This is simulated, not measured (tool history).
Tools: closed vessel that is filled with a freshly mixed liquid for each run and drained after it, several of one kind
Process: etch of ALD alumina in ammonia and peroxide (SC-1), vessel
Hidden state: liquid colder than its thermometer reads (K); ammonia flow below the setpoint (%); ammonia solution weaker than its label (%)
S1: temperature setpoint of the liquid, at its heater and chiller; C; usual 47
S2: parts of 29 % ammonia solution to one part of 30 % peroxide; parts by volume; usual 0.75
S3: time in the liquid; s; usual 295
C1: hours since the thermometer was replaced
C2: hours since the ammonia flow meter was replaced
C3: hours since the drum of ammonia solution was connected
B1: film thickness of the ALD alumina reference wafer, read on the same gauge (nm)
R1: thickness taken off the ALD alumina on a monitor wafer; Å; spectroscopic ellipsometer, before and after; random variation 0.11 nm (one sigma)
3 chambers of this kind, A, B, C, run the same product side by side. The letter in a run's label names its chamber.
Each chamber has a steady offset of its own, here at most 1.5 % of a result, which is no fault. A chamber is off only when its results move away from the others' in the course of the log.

run   hour    S1    S2   S3     C1      C2     C3      B1      R1
 1C    5.9    47  0.75  295  120.2  1244.9  385.6  39.996  158.39
 2B     15    47  0.75  295  877.8  1222.2  379.6  40.023  156.59
 3A     22    47  0.75  295  127.6    68.8   45.7  39.989  158.02
 4A   29.6    47  0.75  295  135.2    76.4   53.3  39.976  156.89
 5C   37.6    47  0.75  295  151.9  1276.6  417.3  39.998  158.57
 6B   46.5    47   0.5  135  909.3  1253.7  411.1  39.978  68.951
 7C     52    47   0.5  135  166.3    1291  431.7  40.028  69.183
 8B   58.9    47   0.5  135  921.7  1266.1  423.5  39.998  69.628
 9A   66.1    47  0.75  295  171.7   112.9   89.8  40.046  158.17
10B   73.1    47  0.75  295  935.9  1280.3  437.7  40.033  155.97
11C   79.6    47  0.75  295  193.9  1318.6  459.3  40.004  158.49
12A   88.8    47  0.75  295  194.4   135.6  112.5  39.997  158.11
      88.9  -- chamber C: new drum of ammonia solution connected
13B   96.9    47  0.75  295  959.7  1304.1  461.5  40.028  157.23
14A  102.3    47  0.75  295  207.9   149.1    126  39.983  158.82
15C  111.6    47  0.75  295  225.9  1350.6   22.7  40.009  157.39
16A  116.7    47  0.75  295  222.3   163.5  140.4  39.997     158
17B  124.9    47  0.75  295  987.7  1332.1  489.5  40.033  154.79
18C  130.5    47  0.75  295  244.8  1369.5   41.6  40.006  159.12
19A  138.6    47  0.75  295  244.2   185.4  162.3  39.987   155.4
     142.4  -- chamber C: ammonia flow meter replaced
20C  143.7    47  0.75  295    258     1.3   54.8  40.006  159.43
     148.1  -- chamber B: thermometer replaced
21B  148.4    47  0.75  295    0.3  1355.6    513  39.993  157.05
22B  156.5    47  0.75  295    8.4  1363.7  521.1  39.998     157
23A  165.1    47  0.75  295  270.7   211.9  188.8  40.004  152.67
24C  170.8    47  0.75  295  285.1    28.4   81.9  40.014   159.3
     175.8  -- chamber B: new drum of ammonia solution connected
25A  179.5    47  0.75  295  285.1   226.3  203.2  39.992  154.23
26B    188    47  0.75  295   39.9  1395.2   12.3  39.999   158.6
27C  193.3    47  0.75  295  307.6    50.9  104.4  39.992  158.95
28A    200  42.5  0.75  295  305.6   246.8  223.7  39.961  116.52
29C  209.5  42.5  0.75  295  323.8    67.1  120.6  40.009  123.62
30B  214.3  42.5  0.75  295   66.2  1421.5   38.6  40.009  122.88
31B  222.8    47  0.75  295   74.7    1430   47.1  40.002  158.58
32C  230.8    47  0.75  295  345.1    88.4  141.9  39.994  158.45
33A  236.8    47  0.75  295  342.4   283.6  260.5  39.995  151.63
34A  243.5    47  0.75  295  349.1   290.3  267.2  39.976   149.9
35C  251.8    44   0.5  295  366.1   109.4  162.9  39.986  129.76
36B  259.6    44   0.5  295  111.5  1466.8   83.9  40.032  127.35
37B  267.4    44   0.5  295  119.3  1474.6   91.7  40.016  126.42
38A  272.2    47  0.75  295  377.8     319  295.9  40.033  148.55
39C  280.2    47  0.75  295  394.5   137.8  191.3   39.99  160.47
40B    286    47  0.75  295  137.9  1493.2  110.3  39.998  157.75
41A    291    47  0.75  295  396.6   337.8  314.7  39.998  146.17
42C  296.2    47  0.75  295  410.5   153.8  207.3  39.977  157.84
43A  300.5    47  0.75  295  406.1   347.3  324.2  40.019  148.21

What goes on in this fleet: one chamber off, a drifting gauge, or nothing beyond the chambers' own small offsets? Name the chamber and the cause, if any.

Chamber A drifts away from the others.
Cause: liquid colder than its thermometer reads (K) = 1.11.

Here are 4 candidates for chamber A's next run, each the usual settings with a change, their results left as question marks. Which one brings its results back in line with what the others give on the usual settings?
In line means no further than this from the other chambers' mean on the usual settings: R1 3.8 Å
44A-1  307.4  46.5  0.75  285                   ?
44A-2  307.4    47  0.75  285                   ?
44A-3  307.4  47.5  0.75  305                   ?
44A-4  307.4  47.5  0.75  295                   ?

The other chambers' mean on the usual settings: R1 158.52 Å
  run      R1
44A-1  138.72
44A-2  142.71
44A-3  157.19
44A-4  152.04
44A-3 brings the chamber back in line.

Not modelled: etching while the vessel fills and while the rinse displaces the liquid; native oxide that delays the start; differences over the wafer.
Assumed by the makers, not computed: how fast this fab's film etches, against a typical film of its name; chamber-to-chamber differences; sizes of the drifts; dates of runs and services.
